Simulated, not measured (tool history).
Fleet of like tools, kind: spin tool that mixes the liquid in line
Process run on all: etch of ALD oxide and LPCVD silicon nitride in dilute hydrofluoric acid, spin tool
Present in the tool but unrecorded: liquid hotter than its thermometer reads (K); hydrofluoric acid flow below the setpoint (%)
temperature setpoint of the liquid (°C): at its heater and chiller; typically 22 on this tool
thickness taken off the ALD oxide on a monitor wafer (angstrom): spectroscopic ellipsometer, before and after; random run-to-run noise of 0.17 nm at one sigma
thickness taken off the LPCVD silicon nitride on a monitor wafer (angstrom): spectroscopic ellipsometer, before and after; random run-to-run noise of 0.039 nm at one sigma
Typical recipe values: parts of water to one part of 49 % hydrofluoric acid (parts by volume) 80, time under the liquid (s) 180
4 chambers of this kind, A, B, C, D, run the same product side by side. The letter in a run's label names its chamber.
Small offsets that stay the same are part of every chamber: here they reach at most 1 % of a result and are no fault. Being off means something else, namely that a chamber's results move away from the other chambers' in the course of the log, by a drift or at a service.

| run | day | temperature setpoint of the liquid (°C) | parts of water to one part of 49 % hydrofluoric acid (parts by volume) | time under the liquid (s) | hours since the thermometer was replaced | hours since the hydrofluoric acid flow meter was replaced | read-back film thickness of the ALD oxide reference wafer, read on the same gauge (nm) | read-back film thickness of the LPCVD silicon nitride reference wafer, read on the same gauge (nm) | thickness taken off the ALD oxide on a monitor wafer (angstrom) | thickness taken off the LPCVD silicon nitride on a monitor wafer (angstrom) |
|---|---|---|---|---|---|---|---|---|---|---|
| 1D | 0.504 | 22 | 80 | 180 | 1395.9 | 291.6 | 70.003 | 50.004 | 320.36 | 8.6499 |
| 2A | 0.812 | 22 | 80 | 180 | 637.7 | 571.9 | 70.012 | 49.994 | 321.31 | 8.5968 |
| 3C | 1.212 | 22 | 80 | 180 | 1414.5 | 1096 | 70.008 | 49.975 | 317.59 | 8.9226 |
| 4B | 1.721 | 22 | 80 | 180 | 1160.5 | 648.9 | 70.005 | 49.969 | 322.38 | 8.439 |
| 5A | 2.196 | 22 | 80 | 180 | 670.9 | 605.1 | 69.99 | 50.003 | 321.16 | 9.7126 |
| 6D | 2.483 | 22 | 80 | 180 | 1443.4 | 339.1 | 69.994 | 50.024 | 323.72 | 9.2178 |
| 7B | 2.983 | 22 | 80 | 220 | 1190.8 | 679.2 | 69.997 | 50.047 | 393.17 | 11.589 |
| 8C | 3.504 | 22 | 80 | 220 | 1469.5 | 1151 | 70.008 | 50.036 | 391.09 | 10.858 |
| 9C | 3.988 | 22 | 80 | 220 | 1481.1 | 1162.6 | 70.021 | 50.013 | 391.18 | 12.19 |
| 10D | 4.3 | 22 | 80 | 220 | 1487 | 382.7 | 69.997 | 49.999 | 395.57 | 10.877 |
| 11B | 4.821 | 22 | 80 | 180 | 1234.9 | 723.3 | 69.99 | 49.955 | 321.7 | 9.6284 |
| 12A | 5.092 | 22 | 80 | 180 | 740.4 | 674.6 | 70.01 | 50.026 | 310.56 | 8.883 |
| 13C | 5.438 | 22 | 80 | 180 | 1515.9 | 1197.4 | 70.012 | 49.981 | 319.66 | 8.1257 |
| 14B | 5.675 | 22 | 80 | 180 | 1255.4 | 743.8 | 70.035 | 50.042 | 321 | 8.7923 |
| 15A | 5.95 | 25 | 60 | 180 | 761 | 695.2 | 70 | 49.996 | 478.53 | 12.704 |
| 16D | 6.221 | 25 | 60 | 180 | 1533.1 | 428.8 | 70.01 | 49.991 | 501.55 | 14.636 |
| 17B | 6.504 | 25 | 60 | 180 | 1275.3 | 763.7 | 69.98 | 49.995 | 498.99 | 14.237 |
| 18D | 6.746 | 25 | 60 | 180 | 1545.7 | 441.4 | 69.997 | 50.001 | 500.62 | 15.31 |
|  | 6.904 | chamber D: hydrofluoric acid flow meter replaced |
| 19C | 7.004 | 22 | 80 | 180 | 1553.5 | 1235 | 69.993 | 49.992 | 320.07 | 8.8521 |
| 20A | 7.333 | 22 | 80 | 180 | 794.2 | 728.4 | 70.023 | 50.013 | 302.77 | 8.8542 |
| 21C | 7.654 | 22 | 80 | 180 | 1569.1 | 1250.6 | 69.998 | 50.031 | 323.13 | 9.0262 |
| 22D | 8.125 | 22 | 80 | 180 | 1578.8 | 29.4 | 70.009 | 50.02 | 319.92 | 9.0443 |
| 23B | 8.375 | 22 | 80 | 180 | 1320.2 | 808.6 | 70.007 | 50.002 | 323.28 | 8.9225 |
| 24A | 8.754 | 26 | 80 | 180 | 828.3 | 762.5 | 70.016 | 49.978 | 350.78 | 11.682 |

Decide between three cases: one chamber stands off from its peers, the gauge reading all wafers drifts, or nothing is wrong past each chamber's small offset. Where a chamber is off, say which and what most likely put it there.

One chamber, A, drifts off from the rest bit by bit.
Most likely cause: hydrofluoric acid flow below the setpoint (%) = 6.55.

Below are 4 candidate recipes for chamber A's next run, each the usual settings with a change, their results shown as question marks. Which of them brings A's results back in line with what the other chambers give on the usual settings?
In-line tolerance around the mean of the other chambers on the usual settings: thickness taken off the ALD oxide on a monitor wafer (angstrom) 5.9; thickness taken off the LPCVD silicon nitride on a monitor wafer (angstrom) 1.4
| 25A-1 | 9.146 | 21.5 | 75 | 185 |  |  |  |  | ? | ? |
| 25A-2 | 9.146 | 22.5 | 85 | 175 |  |  |  |  | ? | ? |
| 25A-3 | 9.146 | 22 | 80 | 175 |  |  |  |  | ? | ? |
| 25A-4 | 9.146 | 22 | 80 | 185 |  |  |  |  | ? | ? |

On the usual settings, the other chambers give on average: thickness taken off the ALD oxide on a monitor wafer (angstrom) 321.12; thickness taken off the LPCVD silicon nitride on a monitor wafer (angstrom) 8.9384
| run | thickness taken off the ALD oxide on a monitor wafer (angstrom) | thickness taken off the LPCVD silicon nitride on a monitor wafer (angstrom) |
|---|---|---|
| 25A-1 | 320.78 | 8.8519 |
| 25A-2 | 275.49 | 7.9266 |
| 25A-3 | 288.61 | 8.1332 |
| 25A-4 | 305.1 | 8.598 |
The answer is 25A-1, which returns the chamber to within the allowed miss of the others.
